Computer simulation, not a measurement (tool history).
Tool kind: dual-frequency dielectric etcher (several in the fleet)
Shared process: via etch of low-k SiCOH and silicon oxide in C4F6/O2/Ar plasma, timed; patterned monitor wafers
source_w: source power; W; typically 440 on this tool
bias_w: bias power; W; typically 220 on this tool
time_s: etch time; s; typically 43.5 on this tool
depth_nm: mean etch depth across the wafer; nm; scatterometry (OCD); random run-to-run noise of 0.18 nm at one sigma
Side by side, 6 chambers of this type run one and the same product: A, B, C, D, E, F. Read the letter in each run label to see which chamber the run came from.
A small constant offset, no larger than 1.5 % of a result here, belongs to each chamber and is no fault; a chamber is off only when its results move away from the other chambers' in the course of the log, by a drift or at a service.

run	hour	source_w	bias_w	time_s	read-back reference wafer on the same gauge, depth_nm	depth_nm
# hour 7.5: chamber F: wet clean of the chamber
1A	9.3	440	220	43.5	142.96	125.34
2B	14.8	440	220	43.5	142.99	125.39
3E	20.4	440	220	43.5	143.03	125.30
4F	29.4	440	220	43.5	142.96	125.23
5C	38.3	440	220	43.5	142.97	126.80
6D	45.0	440	250	43.5	142.86	131.43
7F	55.4	440	250	43.5	142.91	130.87
8D	62.6	440	250	43.5	142.92	130.96
9B	73.8	440	250	43.5	142.76	131.11
10A	81.2	440	250	43.5	142.75	130.81
11C	87.9	440	250	43.5	142.75	132.08
12E	97.5	440	220	43.5	142.78	124.96
13F	108.1	530	172	43.5	142.70	124.41
# hour 110.5: chamber C: wet clean of the chamber
# hour 118.3: chamber B: wet clean of the chamber
14B	120.5	530	172	43.5	142.70	124.94
# hour 130.0: chamber D: source power generator calibrated
15E	130.6	530	172	43.5	142.67	124.31
16A	140.9	530	172	43.5	142.63	124.23
# hour 146.6: chamber A: wet clean of the chamber
17C	150.0	530	172	43.5	142.66	125.90
18D	155.8	530	172	43.5	142.63	124.98
19A	167.5	440	220	43.5	142.63	124.95
20B	173.8	440	220	43.5	142.63	125.55
21E	184.5	440	220	43.5	142.57	124.72
22C	195.8	440	220	43.5	142.55	126.44
# hour 205.2: chamber E: wet clean of the chamber
23D	206.1	440	220	43.5	142.50	125.29
# hour 213.9: chamber C: source power generator calibrated
24F	215.8	440	220	43.5	142.41	124.73
25B	222.1	440	220	43.5	142.46	125.19
26D	230.3	440	220	43.5	142.48	125.49
27E	241.1	440	220	43.5	142.45	124.96
28C	247.9	440	220	43.5	142.42	126.23
29F	258.7	440	220	43.5	142.36	124.87
30A	265.6	440	220	43.5	142.35	124.50
31D	275.9	440	220	43.5	142.33	125.26
# hour 280.1: chamber B: bias power generator calibrated
32B	285.9	440	247	49.0	142.31	146.52
33E	297.2	440	247	49.0	142.24	146.06
34A	305.5	440	247	49.0	142.26	145.98
35F	311.2	440	247	49.0	142.29	145.96
36C	318.4	440	247	49.0	142.23	147.79
37F	328.1	440	247	49.0	142.24	146.01

One chamber off, gauge drift, or nothing amiss beyond the chambers' own small offsets? If it is a chamber, which one, and what is the likeliest cause?

None of the chambers is off. What moves is the gauge, dragging all their readings along together.
Most likely cause: gauge reads low (%) = 0.581.
